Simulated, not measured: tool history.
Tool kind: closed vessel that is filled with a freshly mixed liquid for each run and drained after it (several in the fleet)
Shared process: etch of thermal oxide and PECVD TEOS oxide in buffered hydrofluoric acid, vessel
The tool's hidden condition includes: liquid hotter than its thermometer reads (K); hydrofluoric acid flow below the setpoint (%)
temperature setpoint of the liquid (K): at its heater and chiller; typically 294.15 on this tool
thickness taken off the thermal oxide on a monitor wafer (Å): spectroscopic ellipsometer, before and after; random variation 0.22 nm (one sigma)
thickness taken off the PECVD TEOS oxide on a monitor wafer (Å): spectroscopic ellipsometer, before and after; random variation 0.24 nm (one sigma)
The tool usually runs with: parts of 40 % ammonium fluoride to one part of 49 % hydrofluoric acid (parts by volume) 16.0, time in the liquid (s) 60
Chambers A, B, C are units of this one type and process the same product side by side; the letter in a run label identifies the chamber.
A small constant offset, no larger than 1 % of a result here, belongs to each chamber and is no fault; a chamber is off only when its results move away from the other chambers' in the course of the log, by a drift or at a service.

run   hour  temperature setpoint of the liquid (K)  parts of 40 % ammonium fluoride to one part of 49 % hydrofluoric acid (parts by volume)  time in the liquid (s)  hours since the thermometer was replaced  hours since the hydrofluoric acid flow meter was replaced  read-back film thickness of the thermal oxide reference wafer, read on the same gauge (nm)  read-back film thickness of the PECVD TEOS oxide reference wafer, read on the same gauge (nm)  thickness taken off the thermal oxide on a monitor wafer (Å)  thickness taken off the PECVD TEOS oxide on a monitor wafer (Å)
 1A    5.2                                  294.15                                                                                     16.0                      60                                     437.9                                                       54.9                                                                                      109.98                                                                                         149.99                                                        392.12                                                           438.87
 2C   14.9                                  294.15                                                                                     16.0                      60                                    1432.2                                                      552.4                                                                                      109.99                                                                                         150.01                                                        398.00                                                           440.12
 3B   21.2                                  294.15                                                                                     16.0                      60                                     158.9                                                      285.2                                                                                      110.02                                                                                         150.00                                                        396.03                                                           440.86
      25.8  -- chamber A: thermometer replaced
 4A   29.7                                  294.15                                                                                     16.0                      60                                       3.9                                                       79.4                                                                                      110.01                                                                                         150.00                                                        401.25                                                           445.49
 5B   37.3                                  294.15                                                                                     16.0                      60                                     175.0                                                      301.3                                                                                      110.00                                                                                         150.00                                                        398.51                                                           438.00
 6C   44.5                                  294.15                                                                                     16.0                      60                                    1461.8                                                      582.0                                                                                      110.00                                                                                         150.01                                                        398.01                                                           438.19
 7A   51.8                                  294.15                                                                                     16.0                      60                                      26.0                                                      101.5                                                                                      109.99                                                                                         150.00                                                        401.14                                                           445.76
 8C   59.9                                  294.15                                                                                     13.5                      60                                    1477.2                                                      597.4                                                                                      110.00                                                                                         150.01                                                        473.72                                                           520.80
 9B   64.7                                  294.15                                                                                     13.5                      60                                     202.4                                                      328.7                                                                                      109.99                                                                                         150.01                                                        466.56                                                           522.67
10C   69.9                                  294.15                                                                                     13.5                      60                                    1487.2                                                      607.4                                                                                      109.99                                                                                         150.00                                                        476.73                                                           523.67
11B   79.8                                  294.15                                                                                     16.0                      60                                     217.5                                                      343.8                                                                                      110.01                                                                                         150.01                                                        395.57                                                           444.94
12A   85.5                                  294.15                                                                                     16.0                      60                                      59.7                                                      135.2                                                                                      110.00                                                                                         150.00                                                        397.26                                                           444.99
13C   94.7                                  294.15                                                                                     16.0                      60                                    1512.0                                                      632.2                                                                                      110.02                                                                                         150.00                                                        398.00                                                           443.29
14A  100.3                                  294.15                                                                                     16.0                      60                                      74.5                                                      150.0                                                                                      110.01                                                                                         150.02                                                        401.62                                                           448.84
15B  108.3                                  294.15                                                                                     16.0                      60                                     246.0                                                      372.3                                                                                      109.98                                                                                         150.00                                                        403.97                                                           439.25
16A  116.3                                  294.15                                                                                     16.0                      60                                      90.5                                                      166.0                                                                                      110.01                                                                                         149.99                                                        399.29                                                           443.56
17B  123.0                                  294.15                                                                                     16.0                      60                                     260.7                                                      387.0                                                                                      110.00                                                                                         150.00                                                        398.47                                                           444.88
18C  130.0                                  294.15                                                                                     16.0                      60                                    1547.3                                                      667.5                                                                                      110.02                                                                                         150.00                                                        400.94                                                           437.97
19C  138.8                                  294.15                                                                                     16.0                      60                                    1556.1                                                      676.3                                                                                      110.02                                                                                         150.00                                                        400.61                                                           439.87
20B  148.2                                  290.65                                                                                     16.0                      30                                     285.9                                                      412.2                                                                                      110.01                                                                                         150.00                                                        165.37                                                           182.13
21A  154.0                                  290.65                                                                                     16.0                      30                                     128.2                                                      203.7                                                                                      109.99                                                                                         150.01                                                        164.09                                                           182.50
22A  159.3                                  290.65                                                                                     16.0                      30                                     133.5                                                      209.0                                                                                      110.02                                                                                         150.00                                                        163.36                                                           184.71
23B  168.1                                  294.15                                                                                     16.0                      60                                     305.8                                                      432.1                                                                                      110.00                                                                                         150.00                                                        398.45                                                           442.76
24C  172.7                                  294.15                                                                                     16.0                      60                                    1590.0                                                      710.2                                                                                      109.98                                                                                         149.99                                                        398.91                                                           442.33

Each of the 3 chambers runs these same settings next. Fill in every chamber's results:
25A  179.7                                  294.15                                                                                     16.0                      35                                                                                                                                                                                                                                                                                                                                                             ?                                                                ?
25B  179.7                                  294.15                                                                                     16.0                      35                                                                                                                                                                                                                                                                                                                                                             ?                                                                ?
25C  179.7                                  294.15                                                                                     16.0                      35                                                                                                                                                                                                                                                                                                                                                             ?                                                                ?

run  thickness taken off the thermal oxide on a monitor wafer (Å)  thickness taken off the PECVD TEOS oxide on a monitor wafer (Å)
25A                                                        231.10                                                           262.45
25B                                                        232.32                                                           258.29
25C                                                        230.44                                                           257.98
